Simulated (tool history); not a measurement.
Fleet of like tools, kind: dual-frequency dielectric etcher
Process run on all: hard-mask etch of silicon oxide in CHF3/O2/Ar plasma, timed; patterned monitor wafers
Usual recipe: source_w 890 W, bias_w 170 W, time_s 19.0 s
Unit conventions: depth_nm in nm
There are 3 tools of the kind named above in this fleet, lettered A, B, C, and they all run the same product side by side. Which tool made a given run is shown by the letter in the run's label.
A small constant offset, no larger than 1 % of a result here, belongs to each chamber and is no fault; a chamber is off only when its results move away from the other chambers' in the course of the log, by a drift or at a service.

run,day,source_w,bias_w,time_s,hours since the last wet clean,hours since the last source power generator calibration,hours since the last bias power generator calibration,"read-back reference wafer on the same gauge, depth_nm",depth_nm
1B,0.425,890,170,19.0,169.5,2253.6,591.2,39.892,42.982
2C,0.650,890,170,19.0,251.3,105.6,2921.9,39.908,42.554
3A,0.846,890,170,19.0,384.4,808.3,1449.4,39.903,42.786
4A,1.067,890,170,19.0,389.7,813.6,1454.7,39.916,42.675
5C,1.479,890,170,19.0,271.2,125.5,2941.8,39.888,42.576
6B,1.871,890,170,19.0,204.2,2288.3,625.9,39.912,42.916
7C,2.196,890,170,19.0,288.4,142.7,2959.0,39.907,42.546
8B,2.475,890,170,19.0,218.7,2302.8,640.4,39.879,43.025
9A,2.758,890,144,19.0,430.3,854.2,1495.3,39.898,40.524
10B,3.067,890,144,19.0,232.9,2317.0,654.6,39.913,40.916
11A,3.475,890,144,19.0,447.5,871.4,1512.5,39.922,40.336
12C,3.700,890,170,19.0,324.5,178.8,2995.1,39.879,42.450
13B,3.946,890,170,19.0,254.0,2338.1,675.7,39.877,42.835
14A,4.225,890,170,19.0,465.5,889.4,1530.5,39.876,42.524
15C,4.429,890,170,19.0,342.0,196.3,3012.6,39.923,42.633
16B,4.812,730,170,23.5,274.8,2358.9,696.5,39.911,49.586
# day 4.967: chamber C: wet clean of the chamber
17C,5.250,730,170,23.5,6.9,216.0,3032.3,39.899,50.183
18A,5.683,730,170,23.5,500.5,924.4,1565.5,39.895,49.020
19B,5.912,890,170,19.0,301.2,2385.3,722.9,39.883,43.002
# day 6.029: chamber A: wet clean of the chamber
20A,6.296,890,170,19.0,6.4,939.1,1580.2,39.873,42.814
21C,6.533,890,170,19.0,37.7,246.8,3063.1,39.902,43.633
22B,6.808,890,170,19.0,322.7,2406.8,744.4,39.927,43.139
23A,7.246,890,170,19.0,29.2,961.9,1603.0,39.922,42.852
24C,7.475,890,170,19.0,60.3,269.4,3085.7,39.912,43.709
25A,7.671,890,170,19.0,39.4,972.1,1613.2,39.928,42.782
26C,7.917,890,170,24.0,70.9,280.0,3096.3,39.880,55.457
27B,8.271,890,170,24.0,357.8,2441.9,779.5,39.892,54.586
28B,8.625,890,170,24.0,366.3,2450.4,788.0,39.878,54.144
29A,9.050,890,170,19.0,72.5,1005.2,1646.3,39.886,42.481
30C,9.317,890,170,19.0,104.5,313.6,3129.9,39.918,43.858
31C,9.525,890,170,19.0,109.5,318.6,3134.9,39.899,43.779

Decide between three cases: one chamber stands off from its peers, the gauge reading all wafers drifts, or nothing is wrong past each chamber's small offset. Where a chamber is off, say which and what most likely put it there.

A service on chamber C put it out of line with the rest.
Likeliest cause: etch rate over this chamber's usual, % = 2.86.

Chamber C could run next with any of the 4 candidate recipes listed below; each alters the usual settings, and their results appear as question marks. Which one brings its results back in line with what the other chambers deliver on the usual settings?
Allowed miss from the other chambers' usual-settings mean, per result, to count as in line: depth_nm 0.380 nm
32C-1,9.838,840,170,19.0,,,,,?
32C-2,9.838,940,178,19.0,,,,,?
32C-3,9.838,890,181,19.0,,,,,?
32C-4,9.838,840,162,19.0,,,,,?

Usual-settings mean across the other chambers: depth_nm 42.857 nm
run,depth_nm
32C-1,42.843
32C-2,45.438
32C-3,44.716
32C-4,42.192
The answer is 32C-1, which returns the chamber to within the allowed miss of the others.
